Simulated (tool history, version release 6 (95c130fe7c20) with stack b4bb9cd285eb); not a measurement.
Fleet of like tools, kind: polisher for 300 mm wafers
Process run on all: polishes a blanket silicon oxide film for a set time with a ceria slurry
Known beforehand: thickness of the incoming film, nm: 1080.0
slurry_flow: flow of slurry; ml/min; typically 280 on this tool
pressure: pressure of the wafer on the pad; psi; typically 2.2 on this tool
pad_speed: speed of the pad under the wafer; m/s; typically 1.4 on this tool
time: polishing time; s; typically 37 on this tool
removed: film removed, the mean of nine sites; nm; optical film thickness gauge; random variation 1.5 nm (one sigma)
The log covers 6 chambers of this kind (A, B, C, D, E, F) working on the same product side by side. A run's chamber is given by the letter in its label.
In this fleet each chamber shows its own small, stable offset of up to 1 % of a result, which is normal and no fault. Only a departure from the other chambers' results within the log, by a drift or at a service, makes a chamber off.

| run | hour | slurry_flow | pressure | pad_speed | time | wafers polished on this pad | hours since the slurry nozzle was cleaned | hours since the head pressure was calibrated | removed |
|---|---|---|---|---|---|---|---|---|---|
|  | 3.5 | chamber B: worn pad replaced by a new one |
| 1A | 5.1 | 280 | 2.2 | 1.4 | 37 | 668 | 20.6 | 385.4 | 138.360 |
|  | 7.3 | chamber E: slurry nozzle cleaned |
|  | 10.4 | chamber A: worn pad replaced by a new one |
| 2B | 10.8 | 280 | 2.2 | 1.4 | 37 | 54 | 60.0 | 869.7 | 138.080 |
| 3D | 17.2 | 280 | 2.2 | 1.4 | 37 | 677 | 45.4 | 233.2 | 139.040 |
| 4C | 24.0 | 280 | 2.2 | 1.4 | 37 | 1133 | 170.3 | 170.2 | 141.930 |
| 5E | 29.3 | 280 | 2.2 | 1.4 | 37 | 386 | 22.0 | 612.1 | 140.560 |
|  | 30.6 | chamber B: head pressure recalibrated |
| 6F | 36.1 | 280 | 2.2 | 1.4 | 37 | 555 | 393.3 | 673.0 | 142.970 |
|  | 39.2 | chamber C: worn pad replaced by a new one |
| 7B | 42.5 | 280 | 2.2 | 1.4 | 37 | 291 | 91.7 | 12.0 | 139.960 |
| 8F | 50.1 | 280 | 2.2 | 1.4 | 37 | 659 | 407.3 | 687.0 | 142.260 |
| 9E | 55.8 | 280 | 2.2 | 1.4 | 37 | 584 | 48.5 | 638.6 | 140.470 |
| 10C | 65.3 | 280 | 2.2 | 1.4 | 37 | 194 | 211.6 | 211.5 | 137.680 |
|  | 69.7 | chamber E: worn pad replaced by a new one |
| 11D | 74.8 | 280 | 2.2 | 1.4 | 37 | 1107 | 103.0 | 290.8 | 142.030 |
| 12A | 85.3 | 280 | 2.2 | 1.4 | 37 | 559 | 100.8 | 465.6 | 137.020 |
|  | 89.9 | chamber D: worn pad replaced by a new one |
| 13E | 91.8 | 280 | 2.2 | 1.4 | 37 | 165 | 84.5 | 674.6 | 140.470 |
|  | 93.7 | chamber A: worn pad replaced by a new one |
|  | 97.2 | chamber F: slurry nozzle cleaned |
|  | 97.3 | chamber E: head pressure recalibrated |
| 14C | 98.4 | 280 | 2.2 | 1.4 | 37 | 441 | 244.7 | 244.6 | 138.410 |
|  | 101.4 | chamber F: worn pad replaced by a new one |
| 15F | 105.4 | 280 | 2.2 | 1.4 | 37 | 29 | 8.3 | 742.3 | 143.310 |
|  | 107.4 | chamber B: worn pad replaced by a new one |
| 16A | 114.2 | 280 | 2.2 | 1.4 | 37 | 153 | 129.7 | 494.5 | 133.920 |
| 17D | 119.1 | 280 | 2.2 | 1.4 | 37 | 218 | 147.3 | 335.1 | 143.050 |
| 18B | 130.1 | 280 | 2.2 | 1.4 | 37 | 169 | 179.3 | 99.6 | 138.160 |
| 19C | 135.6 | 280 | 2.9 | 1.4 | 37 | 719 | 281.9 | 281.8 | 186.310 |
| 20B | 144.7 | 280 | 2.9 | 1.4 | 37 | 278 | 193.9 | 114.2 | 184.060 |
| 21E | 151.1 | 280 | 2.9 | 1.4 | 37 | 607 | 143.8 | 53.9 | 184.900 |
| 22A | 161.1 | 280 | 2.9 | 1.4 | 37 | 503 | 176.6 | 541.4 | 174.170 |
| 23D | 166.9 | 280 | 2.9 | 1.4 | 37 | 574 | 195.1 | 382.9 | 184.370 |
|  | 172.3 | chamber E: worn pad replaced by a new one |
| 24F | 173.0 | 280 | 2.9 | 1.4 | 37 | 534 | 75.9 | 809.9 | 187.610 |
|  | 176.0 | chamber A: worn pad replaced by a new one |
| 25D | 178.8 | 280 | 2.2 | 1.4 | 37 | 663 | 207.0 | 394.8 | 141.170 |
| 26C | 185.4 | 280 | 2.2 | 1.4 | 37 | 1090 | 331.7 | 331.6 | 137.340 |
| 27E | 190.7 | 280 | 2.2 | 1.4 | 37 | 137 | 183.4 | 93.5 | 139.940 |
| 28A | 196.8 | 280 | 2.2 | 1.4 | 45 | 155 | 212.3 | 577.1 | 158.090 |
|  | 200.6 | chamber B: worn pad replaced by a new one |
| 29B | 203.0 | 280 | 2.2 | 1.4 | 45 | 17 | 252.2 | 172.5 | 167.410 |
|  | 208.4 | chamber F: worn pad replaced by a new one |
| 30F | 210.6 | 280 | 2.2 | 1.4 | 45 | 16 | 113.5 | 847.5 | 169.360 |
| 31A | 219.7 | 280 | 2.2 | 1.4 | 45 | 326 | 235.2 | 600.0 | 160.150 |
|  | 225.8 | chamber C: worn pad replaced by a new one |
| 32C | 228.6 | 280 | 2.2 | 1.4 | 45 | 21 | 374.9 | 374.8 | 168.890 |
| 33D | 237.3 | 280 | 2.2 | 1.4 | 45 | 1100 | 265.5 | 453.3 | 170.370 |
|  | 248.0 | chamber C: head pressure recalibrated |
| 34B | 248.1 | 280 | 2.2 | 1.4 | 37 | 354 | 297.3 | 217.6 | 137.860 |
| 35F | 255.6 | 280 | 2.2 | 1.4 | 37 | 352 | 158.5 | 892.5 | 140.950 |
|  | 256.2 | chamber D: worn pad replaced by a new one |
| 36E | 264.2 | 280 | 2.2 | 1.4 | 37 | 685 | 256.9 | 167.0 | 137.950 |
|  | 268.5 | chamber E: worn pad replaced by a new one |
| 37D | 270.9 | 280 | 2.2 | 1.4 | 37 | 109 | 299.1 | 486.9 | 140.740 |
|  | 271.0 | chamber A: worn pad replaced by a new one |
| 38C | 280.5 | 280 | 2.2 | 1.4 | 37 | 408 | 426.8 | 32.5 | 139.770 |
| 39E | 290.9 | 280 | 2.2 | 1.4 | 37 | 167 | 283.6 | 193.7 | 138.190 |
| 40B | 302.1 | 355 | 2.2 | 1.1 | 37 | 757 | 351.3 | 271.6 | 111.570 |
| 41A | 309.2 | 355 | 2.2 | 1.1 | 37 | 285 | 324.7 | 689.5 | 99.349 |
| 42F | 315.1 | 355 | 2.2 | 1.1 | 37 | 796 | 218.0 | 952.0 | 113.850 |
| 43F | 321.2 | 355 | 2.2 | 1.1 | 37 | 842 | 224.1 | 958.1 | 113.500 |
| 44A | 330.9 | 355 | 2.2 | 1.1 | 37 | 447 | 346.4 | 711.2 | 101.060 |

Next, all 6 chambers run the settings below, one line each with question marks for the results. What does each chamber give?
| 45A | 339.0 | 280 | 2.2 | 1.4 | 37 |  |  |  | ? |
| 45B | 339.0 | 280 | 2.2 | 1.4 | 37 |  |  |  | ? |
| 45C | 339.0 | 280 | 2.2 | 1.4 | 37 |  |  |  | ? |
| 45D | 339.0 | 280 | 2.2 | 1.4 | 37 |  |  |  | ? |
| 45E | 339.0 | 280 | 2.2 | 1.4 | 37 |  |  |  | ? |
| 45F | 339.0 | 280 | 2.2 | 1.4 | 37 |  |  |  | ? |

| run | removed |
|---|---|
| 45A | 123.300 |
| 45B | 136.260 |
| 45C | 138.110 |
| 45D | 139.720 |
| 45E | 141.150 |
| 45F | 141.200 |
